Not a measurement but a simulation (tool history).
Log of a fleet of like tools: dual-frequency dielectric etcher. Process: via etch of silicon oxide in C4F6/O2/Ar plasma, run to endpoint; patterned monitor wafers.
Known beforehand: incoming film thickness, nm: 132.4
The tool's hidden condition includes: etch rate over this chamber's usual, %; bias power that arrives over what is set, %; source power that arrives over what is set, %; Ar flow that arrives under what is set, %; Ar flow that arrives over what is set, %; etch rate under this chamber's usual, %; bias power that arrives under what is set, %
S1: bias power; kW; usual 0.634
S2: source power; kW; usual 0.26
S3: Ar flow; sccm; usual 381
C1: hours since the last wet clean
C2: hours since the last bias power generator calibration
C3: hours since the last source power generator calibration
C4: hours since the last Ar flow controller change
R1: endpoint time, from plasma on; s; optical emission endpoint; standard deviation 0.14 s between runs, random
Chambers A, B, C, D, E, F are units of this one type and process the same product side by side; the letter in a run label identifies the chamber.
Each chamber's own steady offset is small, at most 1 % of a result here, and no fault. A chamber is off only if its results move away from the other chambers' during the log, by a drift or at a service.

run 1C hour=6.4 | S1=0.634 S2=0.26 S3=381 | C1=115.4 C2=972.8 C3=2578.6 C4=2667.3 | R1=32.14
run 2D hour=11.7 | S1=0.634 S2=0.26 S3=381 | C1=112.9 C2=742.4 C3=2941.4 C4=2613.7 | R1=31.498
run 3E hour=17.7 | S1=0.634 S2=0.26 S3=381 | C1=302 C2=2703.4 C3=3822.9 C4=1543.5 | R1=31.888
run 4F hour=23.4 | S1=0.634 S2=0.26 S3=381 | C1=209.2 C2=1742 C3=1215 C4=978.3 | R1=31.625
run 5A hour=29.3 | S1=0.634 S2=0.26 S3=381 | C1=379.5 C2=540.9 C3=1641.6 C4=37.3 | R1=32.009
run 6B hour=34.5 | S1=0.634 S2=0.26 S3=381 | C1=378.4 C2=1801.9 C3=3083.6 C4=948.2 | R1=32.189
run 7E hour=37.7 | S1=0.634 S2=0.26 S3=381 | C1=322 C2=2723.4 C3=3842.9 C4=1563.5 | R1=32.008
-- hour=38.3 chamber E: bias power generator calibrated
run 8C hour=42.8 | S1=0.634 S2=0.26 S3=381 | C1=151.8 C2=1009.2 C3=2615 C4=2703.7 | R1=32.067
run 9B hour=47.9 | S1=0.634 S2=0.26 S3=381 | C1=391.8 C2=1815.3 C3=3097 C4=961.6 | R1=32.112
run 10F hour=53.2 | S1=0.634 S2=0.26 S3=381 | C1=239 C2=1771.8 C3=1244.8 C4=1008.1 | R1=31.758
run 11D hour=56.5 | S1=0.707 S2=0.26 S3=381 | C1=157.7 C2=787.2 C3=2986.2 C4=2658.5 | R1=30.51
run 12A hour=62.1 | S1=0.707 S2=0.26 S3=381 | C1=412.3 C2=573.7 C3=1674.4 C4=70.1 | R1=30.62
run 13F hour=66.5 | S1=0.707 S2=0.26 S3=381 | C1=252.3 C2=1785.1 C3=1258.1 C4=1021.4 | R1=30.479
run 14E hour=72.1 | S1=0.707 S2=0.26 S3=381 | C1=356.4 C2=33.8 C3=3877.3 C4=1597.9 | R1=30.864
run 15B hour=78.5 | S1=0.707 S2=0.26 S3=381 | C1=422.4 C2=1845.9 C3=3127.6 C4=992.2 | R1=30.816
run 16A hour=83.3 | S1=0.707 S2=0.26 S3=381 | C1=433.5 C2=594.9 C3=1695.6 C4=91.3 | R1=30.621
run 17D hour=89.8 | S1=0.634 S2=0.26 S3=381 | C1=191 C2=820.5 C3=3019.5 C4=2691.8 | R1=31.734
-- hour=92.1 chamber A: wet clean of the chamber
run 18C hour=94.6 | S1=0.634 S2=0.26 S3=381 | C1=203.6 C2=1061 C3=2666.8 C4=2755.5 | R1=32.472
run 19C hour=97.5 | S1=0.634 S2=0.26 S3=381 | C1=206.5 C2=1063.9 C3=2669.7 C4=2758.4 | R1=32.573
-- hour=101.8 chamber C: source power generator calibrated
run 20D hour=102.7 | S1=0.569 S2=0.26 S3=289 | C1=203.9 C2=833.4 C3=3032.4 C4=2704.7 | R1=32.124
run 21E hour=108.4 | S1=0.569 S2=0.26 S3=289 | C1=392.7 C2=70.1 C3=3913.6 C4=1634.2 | R1=32.463
run 22B hour=111.6 | S1=0.569 S2=0.26 S3=289 | C1=455.5 C2=1879 C3=3160.7 C4=1025.3 | R1=32.629
-- hour=112 chamber E: wet clean of the chamber
run 23F hour=114.9 | S1=0.569 S2=0.26 S3=289 | C1=300.7 C2=1833.5 C3=1306.5 C4=1069.8 | R1=32.209
run 24A hour=118.8 | S1=0.569 S2=0.26 S3=289 | C1=26.7 C2=630.4 C3=1731.1 C4=126.8 | R1=32.348
run 25B hour=125.1 | S1=0.569 S2=0.26 S3=289 | C1=469 C2=1892.5 C3=3174.2 C4=1038.8 | R1=32.426
run 26E hour=129.5 | S1=0.56 S2=0.24 S3=381 | C1=17.6 C2=91.2 C3=3934.7 C4=1655.3 | R1=34.391
run 27D hour=132.6 | S1=0.56 S2=0.24 S3=381 | C1=233.8 C2=863.3 C3=3062.3 C4=2734.6 | R1=34.199
run 28F hour=138.3 | S1=0.56 S2=0.24 S3=381 | C1=324.1 C2=1856.9 C3=1329.9 C4=1093.2 | R1=34.304
run 29A hour=142.3 | S1=0.56 S2=0.24 S3=381 | C1=50.2 C2=653.9 C3=1754.6 C4=150.3 | R1=34.389
run 30C hour=146.7 | S1=0.56 S2=0.24 S3=381 | C1=255.7 C2=1113.1 C3=44.9 C4=2807.6 | R1=35.495
run 31A hour=152 | S1=0.56 S2=0.24 S3=381 | C1=59.9 C2=663.6 C3=1764.3 C4=160 | R1=34.361
run 32B hour=157 | S1=0.781 S2=0.23 S3=381 | C1=500.9 C2=1924.4 C3=3206.1 C4=1070.7 | R1=30.823
-- hour=159.4 chamber B: wet clean of the chamber
run 33F hour=161.2 | S1=0.781 S2=0.23 S3=381 | C1=347 C2=1879.8 C3=1352.8 C4=1116.1 | R1=30.62
run 34D hour=165.7 | S1=0.781 S2=0.23 S3=381 | C1=266.9 C2=896.4 C3=3095.4 C4=2767.7 | R1=30.626
run 35C hour=170.6 | S1=0.781 S2=0.23 S3=381 | C1=279.6 C2=1137 C3=68.8 C4=2831.5 | R1=31.632
run 36E hour=175.2 | S1=0.781 S2=0.23 S3=381 | C1=63.3 C2=136.9 C3=3980.4 C4=1701 | R1=30.901
run 37A hour=178.8 | S1=0.781 S2=0.23 S3=381 | C1=86.7 C2=690.4 C3=1791.1 C4=186.8 | R1=31.112
run 38E hour=183.9 | S1=0.634 S2=0.26 S3=381 | C1=72 C2=145.6 C3=3989.1 C4=1709.7 | R1=31.902
run 39F hour=186.8 | S1=0.634 S2=0.26 S3=381 | C1=372.6 C2=1905.4 C3=1378.4 C4=1141.7 | R1=31.693
run 40B hour=191.3 | S1=0.634 S2=0.26 S3=381 | C1=31.9 C2=1958.7 C3=3240.4 C4=1105 | R1=32.087

Predict what each chamber gives when all 6 of them run the settings below next.
run 41A hour=196 | S1=0.634 S2=0.26 S3=381 | R1=?
run 41B hour=196 | S1=0.634 S2=0.26 S3=381 | R1=?
run 41C hour=196 | S1=0.634 S2=0.26 S3=381 | R1=?
run 41D hour=196 | S1=0.634 S2=0.26 S3=381 | R1=?
run 41E hour=196 | S1=0.634 S2=0.26 S3=381 | R1=?
run 41F hour=196 | S1=0.634 S2=0.26 S3=381 | R1=?

run=41A R1=32.103
run=41B R1=32.249
run=41C R1=33.577
run=41D R1=31.672
run=41E R1=31.727
run=41F R1=31.981
